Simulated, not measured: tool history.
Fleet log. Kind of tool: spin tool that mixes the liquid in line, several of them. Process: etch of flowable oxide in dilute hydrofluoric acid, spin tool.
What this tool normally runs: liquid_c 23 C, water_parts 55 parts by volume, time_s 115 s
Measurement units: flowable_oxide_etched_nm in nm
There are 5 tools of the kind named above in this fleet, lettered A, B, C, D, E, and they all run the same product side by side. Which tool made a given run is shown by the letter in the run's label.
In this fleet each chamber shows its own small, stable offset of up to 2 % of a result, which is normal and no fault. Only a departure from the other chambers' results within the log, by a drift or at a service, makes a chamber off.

run   hour  liquid_c  water_parts  time_s  read-back film thickness of the flowable oxide reference wafer, read on the same gauge (nm)  flowable_oxide_etched_nm
 1E    2.7        23           55     115                                                                                       30.010                    53.378
 2C    6.0        23           55     115                                                                                       29.996                    53.461
       9.0  -- chamber A: thermometer replaced
 3A    9.0        23           55     115                                                                                       29.976                    53.263
 4B   12.5        23           55     115                                                                                       30.013                    53.270
 5D   15.7        23           55     115                                                                                       30.016                    52.407
 6B   18.1        23           55     115                                                                                       29.989                    52.369
 7E   21.7        23           55     115                                                                                       29.963                    52.891
 8C   25.1        23           55     115                                                                                       30.018                    53.264
 9D   27.4        19           40     115                                                                                       30.013                    62.579
10A   32.5        19           40     115                                                                                       29.981                    64.189
11A   34.9        19           40     115                                                                                       29.970                    62.833
12E   37.9        19           40     115                                                                                       29.997                    63.277
13D   40.7        19           40     115                                                                                       29.980                    62.569
14C   45.0        23           55     115                                                                                       30.007                    54.141
      49.0  -- chamber E: hydrofluoric acid flow meter replaced
15B   49.8        23           45     115                                                                                       29.987                    64.834
16A   52.4        23           45     115                                                                                       29.984                    65.116
17C   57.4        23           45     115                                                                                       29.993                    67.169
18E   62.4        23           45     115                                                                                       30.006                    65.805
19D   66.4        23           45     115                                                                                       29.962                    64.527
20B   71.3        23           55     115                                                                                       30.008                    52.166
21C   75.2        23           55     115                                                                                       30.011                    53.459
22A   78.7        23           55     115                                                                                       30.010                    52.681
23E   82.6        23           55     115                                                                                       29.995                    52.508
24B   85.3        23           55     115                                                                                       30.014                    53.409
25D   88.3        23           55     115                                                                                       29.994                    50.798
26D   91.5        23           55     115                                                                                       30.012                    50.562
27B   94.9        19           25     115                                                                                       30.000                   102.590
28A  100.0        19           25     115                                                                                       30.003                   103.980
29E  104.2        19           25     115                                                                                       30.008                   103.500
30C  107.5        19           25     115                                                                                       30.003                   103.500
31B  112.3        19           25     115                                                                                       30.010                   103.320
32A  116.5        23           55     115                                                                                       29.999                    52.992
33D  120.0        23           55     115                                                                                       29.980                    48.806
34E  123.5        23           55     115                                                                                       30.005                    52.316
35C  128.2        23           55     115                                                                                       29.985                    53.705

The same settings go to every chamber for the next run, one line per chamber below. Forecast the results for each:
36A  131.8        23           55      85                                                                                                                      ?
36B  131.8        23           55      85                                                                                                                      ?
36C  131.8        23           55      85                                                                                                                      ?
36D  131.8        23           55      85                                                                                                                      ?
36E  131.8        23           55      85                                                                                                                      ?

run  flowable_oxide_etched_nm
36A                    39.424
36B                    38.821
36C                    39.663
36D                    35.868
36E                    39.125

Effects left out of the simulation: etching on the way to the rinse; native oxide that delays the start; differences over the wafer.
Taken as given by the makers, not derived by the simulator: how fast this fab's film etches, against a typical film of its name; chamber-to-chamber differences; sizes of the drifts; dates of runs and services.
